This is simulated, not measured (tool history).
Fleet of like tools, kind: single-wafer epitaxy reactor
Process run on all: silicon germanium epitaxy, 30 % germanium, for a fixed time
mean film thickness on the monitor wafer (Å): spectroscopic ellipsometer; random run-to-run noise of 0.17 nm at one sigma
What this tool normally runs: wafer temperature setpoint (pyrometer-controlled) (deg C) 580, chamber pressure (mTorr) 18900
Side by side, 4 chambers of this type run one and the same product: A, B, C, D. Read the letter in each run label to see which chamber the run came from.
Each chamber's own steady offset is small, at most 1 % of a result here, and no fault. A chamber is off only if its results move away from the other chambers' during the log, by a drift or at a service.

| run | hour | wafer temperature setpoint (pyrometer-controlled) (deg C) | chamber pressure (mTorr) | hours since the last pyrometer calibration | hours since the last manometer calibration | read-back reference wafer on the same gauge, thickness_nm | mean film thickness on the monitor wafer (Å) |
|---|---|---|---|---|---|---|---|
| 1A | 3.8 | 580 | 18900 | 476.2 | 2594.7 | 44.490 | 398.22 |
| 2D | 8.3 | 580 | 18900 | 1540.7 | 335.7 | 44.549 | 398.09 |
| 3C | 13.3 | 580 | 18900 | 1005.5 | 386.5 | 44.495 | 394.62 |
| 4B | 17.4 | 580 | 18900 | 221.3 | 73.3 | 44.486 | 398.62 |
| 5B | 19.9 | 568 | 18900 | 223.8 | 75.8 | 44.524 | 315.96 |
| 6A | 24.6 | 568 | 18900 | 497.0 | 2615.5 | 44.534 | 313.67 |
| 7C | 28.6 | 568 | 18900 | 1020.8 | 401.8 | 44.535 | 316.39 |
| 8D | 32.1 | 568 | 18900 | 1564.5 | 359.5 | 44.549 | 316.73 |
| 9D | 35.1 | 580 | 18900 | 1567.5 | 362.5 | 44.497 | 400.64 |
| 10C | 38.1 | 580 | 18900 | 1030.3 | 411.3 | 44.512 | 393.13 |
| 11B | 41.9 | 580 | 18900 | 245.8 | 97.8 | 44.497 | 399.19 |
| 12A | 45.0 | 580 | 18900 | 517.4 | 2635.9 | 44.541 | 395.18 |
| 13C | 49.5 | 580 | 18900 | 1041.7 | 422.7 | 44.521 | 396.45 |
| 14B | 52.8 | 580 | 18900 | 256.7 | 108.7 | 44.493 | 396.67 |
| 15A | 55.9 | 580 | 18900 | 528.3 | 2646.8 | 44.484 | 395.68 |
| 16D | 59.8 | 580 | 18900 | 1592.2 | 387.2 | 44.508 | 397.65 |
| 17D | 64.5 | 580 | 18900 | 1596.9 | 391.9 | 44.550 | 400.35 |
| 18A | 66.8 | 580 | 18900 | 539.2 | 2657.7 | 44.466 | 400.37 |
| 19C | 70.9 | 589 | 14400 | 1063.1 | 444.1 | 44.452 | 415.18 |
| 20B | 75.6 | 589 | 14400 | 279.5 | 131.5 | 44.506 | 424.17 |
| 21D | 77.9 | 589 | 14400 | 1610.3 | 405.3 | 44.512 | 421.86 |
| 22B | 81.1 | 589 | 14400 | 285.0 | 137.0 | 44.549 | 424.40 |
| 23C | 85.5 | 580 | 18900 | 1077.7 | 458.7 | 44.542 | 391.95 |
| 24A | 89.8 | 580 | 18900 | 562.2 | 2680.7 | 44.535 | 397.45 |
| 25A | 94.3 | 580 | 18900 | 566.7 | 2685.2 | 44.540 | 401.90 |
| 26C | 98.4 | 580 | 18900 | 1090.6 | 471.6 | 44.481 | 387.81 |
| 27D | 103.1 | 580 | 18900 | 1635.5 | 430.5 | 44.494 | 399.09 |
| 28B | 105.5 | 580 | 18900 | 309.4 | 161.4 | 44.510 | 399.24 |
| 29C | 108.1 | 572 | 15600 | 1100.3 | 481.3 | 44.499 | 307.19 |
| 30A | 112.4 | 572 | 15600 | 584.8 | 2703.3 | 44.476 | 315.02 |
| 31D | 114.8 | 572 | 15600 | 1647.2 | 442.2 | 44.539 | 320.01 |
| 32B | 118.1 | 572 | 15600 | 322.0 | 174.0 | 44.491 | 317.89 |
| 33B | 122.5 | 580 | 18900 | 326.4 | 178.4 | 44.443 | 398.37 |
| 34C | 124.7 | 580 | 18900 | 1116.9 | 497.9 | 44.478 | 388.52 |
| 35A | 127.0 | 580 | 16100 | 599.4 | 2717.9 | 44.554 | 371.62 |
| 36D | 131.4 | 580 | 16100 | 1663.8 | 458.8 | 44.500 | 373.74 |
| 37B | 134.6 | 580 | 16100 | 338.5 | 190.5 | 44.493 | 373.19 |
| 38C | 138.1 | 580 | 16100 | 1130.3 | 511.3 | 44.497 | 360.49 |
| 39A | 140.4 | 580 | 18900 | 612.8 | 2731.3 | 44.516 | 396.40 |

Has any chamber moved away from the others, gradually or after a service, or does the common gauge drift, or do the chambers differ only by their own small steady offsets? State the chamber and the most likely cause if one applies.

Little by little, chamber C moves away from the other chambers.
What lies behind it: wafer temperature below the value expected at the setpoint (K) = 1.61.
The log might look much the same if the cause were instead: true pressure below the setpoint (%).

Below are 4 candidate recipes for chamber C's next run, each the usual settings with a change, their results shown as question marks. Which of them brings C's results back in line with what the other chambers give on the usual settings?
A result is in line if it is within this distance of the other chambers' mean on the usual settings: mean film thickness on the monitor wafer (Å) 6.10
| 40C-1 | 144.0 | 578 | 18700 |  |  |  | ? |
| 40C-2 | 144.0 | 580 | 16000 |  |  |  | ? |
| 40C-3 | 144.0 | 580 | 20800 |  |  |  | ? |
| 40C-4 | 144.0 | 583 | 19200 |  |  |  | ? |

Mean of the other chambers on the usual settings: mean film thickness on the monitor wafer (Å) 398.95
| run | mean film thickness on the monitor wafer (Å) |
|---|---|
| 40C-1 | 366.86 |
| 40C-2 | 358.41 |
| 40C-3 | 397.97 |
| 40C-4 | 408.49 |
The answer is 40C-3, which returns the chamber to within the allowed miss of the others.
